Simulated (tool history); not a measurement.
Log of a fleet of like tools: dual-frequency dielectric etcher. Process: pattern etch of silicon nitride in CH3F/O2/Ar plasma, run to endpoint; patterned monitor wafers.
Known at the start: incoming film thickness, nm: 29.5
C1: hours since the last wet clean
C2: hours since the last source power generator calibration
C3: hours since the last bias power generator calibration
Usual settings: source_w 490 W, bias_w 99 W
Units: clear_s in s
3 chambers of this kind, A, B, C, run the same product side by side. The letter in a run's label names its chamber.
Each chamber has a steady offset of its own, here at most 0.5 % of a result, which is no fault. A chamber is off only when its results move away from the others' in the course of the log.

run 1A hour=13.7 | source_w=490 bias_w=99 | C1=271.5 C2=552.3 C3=213 | clear_s=35.398
run 2B hour=21.3 | source_w=490 bias_w=99 | C1=259.9 C2=1791 C3=887.5 | clear_s=35.305
run 3C hour=36 | source_w=490 bias_w=99 | C1=294.2 C2=1602 C3=1181.1 | clear_s=34.924
run 4A hour=48.4 | source_w=490 bias_w=99 | C1=306.2 C2=587 C3=247.7 | clear_s=35.209
run 5C hour=56.5 | source_w=490 bias_w=99 | C1=314.7 C2=1622.5 C3=1201.6 | clear_s=35.085
run 6B hour=63.9 | source_w=590 bias_w=99 | C1=302.5 C2=1833.6 C3=930.1 | clear_s=33.041
run 7C hour=74 | source_w=590 bias_w=99 | C1=332.2 C2=1640 C3=1219.1 | clear_s=32.577
run 8B hour=81.8 | source_w=590 bias_w=99 | C1=320.4 C2=1851.5 C3=948 | clear_s=32.88
run 9A hour=93 | source_w=490 bias_w=99 | C1=350.8 C2=631.6 C3=292.3 | clear_s=35.38
run 10C hour=99.8 | source_w=490 bias_w=99 | C1=358 C2=1665.8 C3=1244.9 | clear_s=35.161
run 11A hour=110.4 | source_w=490 bias_w=99 | C1=368.2 C2=649 C3=309.7 | clear_s=35.44
run 12B hour=124.8 | source_w=570 bias_w=122 | C1=363.4 C2=1894.5 C3=991 | clear_s=30.914
-- hour=130 chamber B: wet clean of the chamber
run 13A hour=131.6 | source_w=570 bias_w=122 | C1=389.4 C2=670.2 C3=330.9 | clear_s=31.088
run 14B hour=147.2 | source_w=570 bias_w=122 | C1=17.2 C2=1916.9 C3=1013.4 | clear_s=31.001
run 15C hour=159.9 | source_w=490 bias_w=99 | C1=418.1 C2=1725.9 C3=1305 | clear_s=34.746
run 16C hour=171.2 | source_w=490 bias_w=99 | C1=429.4 C2=1737.2 C3=1316.3 | clear_s=34.689
run 17A hour=185 | source_w=490 bias_w=99 | C1=442.8 C2=723.6 C3=384.3 | clear_s=35.442
-- hour=194 chamber A: wet clean of the chamber
run 18B hour=200.3 | source_w=490 bias_w=99 | C1=70.3 C2=1970 C3=1066.5 | clear_s=35.525
-- hour=204.5 chamber C: bias power generator calibrated
run 19B hour=208.4 | source_w=490 bias_w=99 | C1=78.4 C2=1978.1 C3=1074.6 | clear_s=35.155
run 20C hour=219.3 | source_w=490 bias_w=99 | C1=477.5 C2=1785.3 C3=14.8 | clear_s=34.361
run 21A hour=226.4 | source_w=490 bias_w=99 | C1=32.5 C2=765 C3=425.7 | clear_s=35.413
run 22B hour=233.9 | source_w=490 bias_w=99 | C1=103.9 C2=2003.6 C3=1100.1 | clear_s=35.414
run 23C hour=242.6 | source_w=490 bias_w=99 | C1=500.8 C2=1808.6 C3=38.1 | clear_s=34.566
run 24A hour=253.1 | source_w=490 bias_w=99 | C1=59.2 C2=791.7 C3=452.4 | clear_s=35.428
run 25A hour=265.5 | source_w=490 bias_w=99 | C1=71.6 C2=804.1 C3=464.8 | clear_s=35.328
run 26C hour=278.4 | source_w=490 bias_w=99 | C1=536.6 C2=1844.4 C3=73.9 | clear_s=34.353
run 27B hour=290.5 | source_w=420 bias_w=99 | C1=160.5 C2=2060.2 C3=1156.7 | clear_s=37.672
run 28B hour=297.5 | source_w=420 bias_w=99 | C1=167.5 C2=2067.2 C3=1163.7 | clear_s=37.323
run 29C hour=309.7 | source_w=420 bias_w=99 | C1=567.9 C2=1875.7 C3=105.2 | clear_s=36.492
run 30A hour=318.3 | source_w=490 bias_w=99 | C1=124.4 C2=856.9 C3=517.6 | clear_s=35.456
run 31C hour=333.2 | source_w=490 bias_w=99 | C1=591.4 C2=1899.2 C3=128.7 | clear_s=34.128
run 32B hour=348.6 | source_w=490 bias_w=99 | C1=218.6 C2=2118.3 C3=1214.8 | clear_s=35.396
run 33A hour=363.4 | source_w=490 bias_w=99 | C1=169.5 C2=902 C3=562.7 | clear_s=35.48
run 34B hour=377.3 | source_w=490 bias_w=99 | C1=247.3 C2=2147 C3=1243.5 | clear_s=35.351
run 35A hour=391.2 | source_w=490 bias_w=99 | C1=197.3 C2=929.8 C3=590.5 | clear_s=35.419
run 36C hour=401.8 | source_w=490 bias_w=99 | C1=660 C2=1967.8 C3=197.3 | clear_s=33.878
run 37C hour=413.9 | source_w=490 bias_w=99 | C1=672.1 C2=1979.9 C3=209.4 | clear_s=33.687
run 38B hour=424.4 | source_w=490 bias_w=99 | C1=294.4 C2=2194.1 C3=1290.6 | clear_s=35.325
run 39A hour=432.4 | source_w=550 bias_w=84 | C1=238.5 C2=971 C3=631.7 | clear_s=35.905
run 40B hour=443.8 | source_w=550 bias_w=84 | C1=313.8 C2=2213.5 C3=1310 | clear_s=36.068

Next, every chamber runs the same settings. What will each give?
run 41A hour=455 | source_w=490 bias_w=99 | clear_s=?
run 41B hour=455 | source_w=490 bias_w=99 | clear_s=?
run 41C hour=455 | source_w=490 bias_w=99 | clear_s=?

run=41A clear_s=35.378
run=41B clear_s=35.419
run=41C clear_s=33.713
